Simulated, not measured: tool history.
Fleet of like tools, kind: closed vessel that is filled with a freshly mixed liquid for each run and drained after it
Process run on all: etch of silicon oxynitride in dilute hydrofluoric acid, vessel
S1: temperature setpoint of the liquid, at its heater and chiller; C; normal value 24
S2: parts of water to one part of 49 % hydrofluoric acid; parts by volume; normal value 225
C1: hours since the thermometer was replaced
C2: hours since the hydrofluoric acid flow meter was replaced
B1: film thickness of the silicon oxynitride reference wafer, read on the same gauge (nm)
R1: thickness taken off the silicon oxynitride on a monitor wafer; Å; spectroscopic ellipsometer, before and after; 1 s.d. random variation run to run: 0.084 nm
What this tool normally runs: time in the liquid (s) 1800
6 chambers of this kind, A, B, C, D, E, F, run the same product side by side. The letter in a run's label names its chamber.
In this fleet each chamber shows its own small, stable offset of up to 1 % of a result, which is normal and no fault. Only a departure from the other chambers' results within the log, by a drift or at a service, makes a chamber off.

{"run": "1C", "hour": 6.1, "S1": 24, "S2": 225, "time in the liquid (s)": 1800, "C1": 71.7, "C2": 2030.9, "B1": 100.01, "R1": 225.15}
{"run": "2A", "hour": 12.2, "S1": 24, "S2": 225, "time in the liquid (s)": 1800, "C1": 461.2, "C2": 986, "B1": 100, "R1": 222.46}
{"run": "3F", "hour": 15.2, "S1": 24, "S2": 225, "time in the liquid (s)": 1800, "C1": 791.9, "C2": 948.8, "B1": 100.02, "R1": 221.68}
{"run": "4E", "hour": 18.6, "S1": 24, "S2": 225, "time in the liquid (s)": 1800, "C1": 335.1, "C2": 192.9, "B1": 99.993, "R1": 222.24}
{"run": "5B", "hour": 22.6, "S1": 29, "S2": 225, "time in the liquid (s)": 1800, "C1": 1360.7, "C2": 303, "B1": 99.993, "R1": 275.74}
{"run": "6D", "hour": 27.4, "S1": 29, "S2": 225, "time in the liquid (s)": 1800, "C1": 1566.4, "C2": 251.1, "B1": 100.01, "R1": 274.61}
{"run": "7E", "hour": 31.6, "S1": 29, "S2": 225, "time in the liquid (s)": 1800, "C1": 348.1, "C2": 205.9, "B1": 100.02, "R1": 274.87}
{"run": "8B", "hour": 34.5, "S1": 29, "S2": 225, "time in the liquid (s)": 1800, "C1": 1372.6, "C2": 314.9, "B1": 99.968, "R1": 274.27}
{"run": "9C", "hour": 40.8, "S1": 29, "S2": 225, "time in the liquid (s)": 1800, "C1": 106.4, "C2": 2065.6, "B1": 99.957, "R1": 278.56}
{"run": "10A", "hour": 44.2, "S1": 29, "S2": 225, "time in the liquid (s)": 1800, "C1": 493.2, "C2": 1018, "B1": 100.01, "R1": 275.44}
{"run": "11D", "hour": 50.2, "S1": 24, "S2": 225, "time in the liquid (s)": 1800, "C1": 1589.2, "C2": 273.9, "B1": 100, "R1": 222.17}
{"run": "12F", "hour": 54.8, "S1": 24, "S2": 225, "time in the liquid (s)": 1800, "C1": 831.5, "C2": 988.4, "B1": 100.02, "R1": 221.45}
{"hour": 56.2, "done": "chamber C: hydrofluoric acid flow meter replaced"}
{"run": "13C", "hour": 57.7, "S1": 24, "S2": 225, "time in the liquid (s)": 1800, "C1": 123.3, "C2": 1.6, "B1": 99.983, "R1": 224.45}
{"run": "14A", "hour": 61.1, "S1": 24, "S2": 225, "time in the liquid (s)": 1800, "C1": 510.1, "C2": 1034.9, "B1": 100.03, "R1": 221.36}
{"run": "15E", "hour": 64.7, "S1": 24, "S2": 225, "time in the liquid (s)": 1800, "C1": 381.2, "C2": 239, "B1": 99.998, "R1": 220.76}
{"run": "16D", "hour": 69.6, "S1": 24, "S2": 225, "time in the liquid (s)": 1800, "C1": 1608.6, "C2": 293.3, "B1": 100.01, "R1": 222.71}
{"run": "17F", "hour": 75.1, "S1": 24, "S2": 155, "time in the liquid (s)": 1800, "C1": 851.8, "C2": 1008.7, "B1": 100.01, "R1": 343.21}
{"run": "18B", "hour": 80.0, "S1": 24, "S2": 155, "time in the liquid (s)": 1800, "C1": 1418.1, "C2": 360.4, "B1": 99.983, "R1": 343.29}
{"run": "19D", "hour": 84.5, "S1": 24, "S2": 155, "time in the liquid (s)": 1800, "C1": 1623.5, "C2": 308.2, "B1": 100.01, "R1": 336.55}
{"run": "20E", "hour": 90.2, "S1": 24, "S2": 155, "time in the liquid (s)": 1800, "C1": 406.7, "C2": 264.5, "B1": 100, "R1": 334.75}
{"run": "21A", "hour": 95.8, "S1": 24, "S2": 155, "time in the liquid (s)": 1800, "C1": 544.8, "C2": 1069.6, "B1": 100, "R1": 343.31}
{"run": "22C", "hour": 99.4, "S1": 24, "S2": 155, "time in the liquid (s)": 1800, "C1": 165, "C2": 43.3, "B1": 99.98, "R1": 341.18}
{"run": "23B", "hour": 103.0, "S1": 26.5, "S2": 225, "time in the liquid (s)": 2740, "C1": 1441.1, "C2": 383.4, "B1": 99.994, "R1": 376.15}
{"run": "24F", "hour": 108.4, "S1": 26.5, "S2": 225, "time in the liquid (s)": 2740, "C1": 885.1, "C2": 1042, "B1": 100.01, "R1": 378.95}
{"hour": 109.2, "done": "chamber A: thermometer replaced"}
{"run": "25A", "hour": 113.5, "S1": 26.5, "S2": 225, "time in the liquid (s)": 2740, "C1": 4.4, "C2": 1087.3, "B1": 100.01, "R1": 378.47}
{"run": "26C", "hour": 116.8, "S1": 26.5, "S2": 225, "time in the liquid (s)": 2740, "C1": 182.4, "C2": 60.7, "B1": 100, "R1": 383.7}
{"run": "27F", "hour": 120.8, "S1": 26.5, "S2": 225, "time in the liquid (s)": 2740, "C1": 897.5, "C2": 1054.4, "B1": 99.987, "R1": 372.76}
{"run": "28D", "hour": 126.1, "S1": 26.5, "S2": 225, "time in the liquid (s)": 2740, "C1": 1665.1, "C2": 349.8, "B1": 100.01, "R1": 377.12}
{"run": "29E", "hour": 129.7, "S1": 24, "S2": 225, "time in the liquid (s)": 1800, "C1": 446.2, "C2": 304, "B1": 100, "R1": 214.94}
{"run": "30B", "hour": 132.6, "S1": 24, "S2": 225, "time in the liquid (s)": 1800, "C1": 1470.7, "C2": 413, "B1": 99.97, "R1": 221.98}
{"run": "31D", "hour": 138.3, "S1": 24, "S2": 225, "time in the liquid (s)": 1800, "C1": 1677.3, "C2": 362, "B1": 100.03, "R1": 221.7}
{"run": "32A", "hour": 142.5, "S1": 24, "S2": 225, "time in the liquid (s)": 1800, "C1": 33.4, "C2": 1116.3, "B1": 100.02, "R1": 221.94}
{"run": "33C", "hour": 148.1, "S1": 24, "S2": 295, "time in the liquid (s)": 1800, "C1": 213.7, "C2": 92, "B1": 100.03, "R1": 162.69}
{"run": "34B", "hour": 153.2, "S1": 24, "S2": 295, "time in the liquid (s)": 1800, "C1": 1491.3, "C2": 433.6, "B1": 100.02, "R1": 160.56}
{"run": "35E", "hour": 156.5, "S1": 24, "S2": 295, "time in the liquid (s)": 1800, "C1": 473, "C2": 330.8, "B1": 99.969, "R1": 154.88}
{"run": "36F", "hour": 162.2, "S1": 24, "S2": 295, "time in the liquid (s)": 1800, "C1": 938.9, "C2": 1095.8, "B1": 99.984, "R1": 160.32}
{"run": "37D", "hour": 167.2, "S1": 24, "S2": 295, "time in the liquid (s)": 1800, "C1": 1706.2, "C2": 390.9, "B1": 99.998, "R1": 161.41}

Each of the 6 chambers runs these same settings next. Fill in every chamber's results:
{"run": "38A", "hour": 171.8, "S1": 24, "S2": 120, "time in the liquid (s)": 1800, "R1": "?"}
{"run": "38B", "hour": 171.8, "S1": 24, "S2": 120, "time in the liquid (s)": 1800, "R1": "?"}
{"run": "38C", "hour": 171.8, "S1": 24, "S2": 120, "time in the liquid (s)": 1800, "R1": "?"}
{"run": "38D", "hour": 171.8, "S1": 24, "S2": 120, "time in the liquid (s)": 1800, "R1": "?"}
{"run": "38E", "hour": 171.8, "S1": 24, "S2": 120, "time in the liquid (s)": 1800, "R1": "?"}
{"run": "38F", "hour": 171.8, "S1": 24, "S2": 120, "time in the liquid (s)": 1800, "R1": "?"}

run=38A R1=458.09
run=38B R1=452.84
run=38C R1=450.17
run=38D R1=448.54
run=38E R1=424.74
run=38F R1=455.39
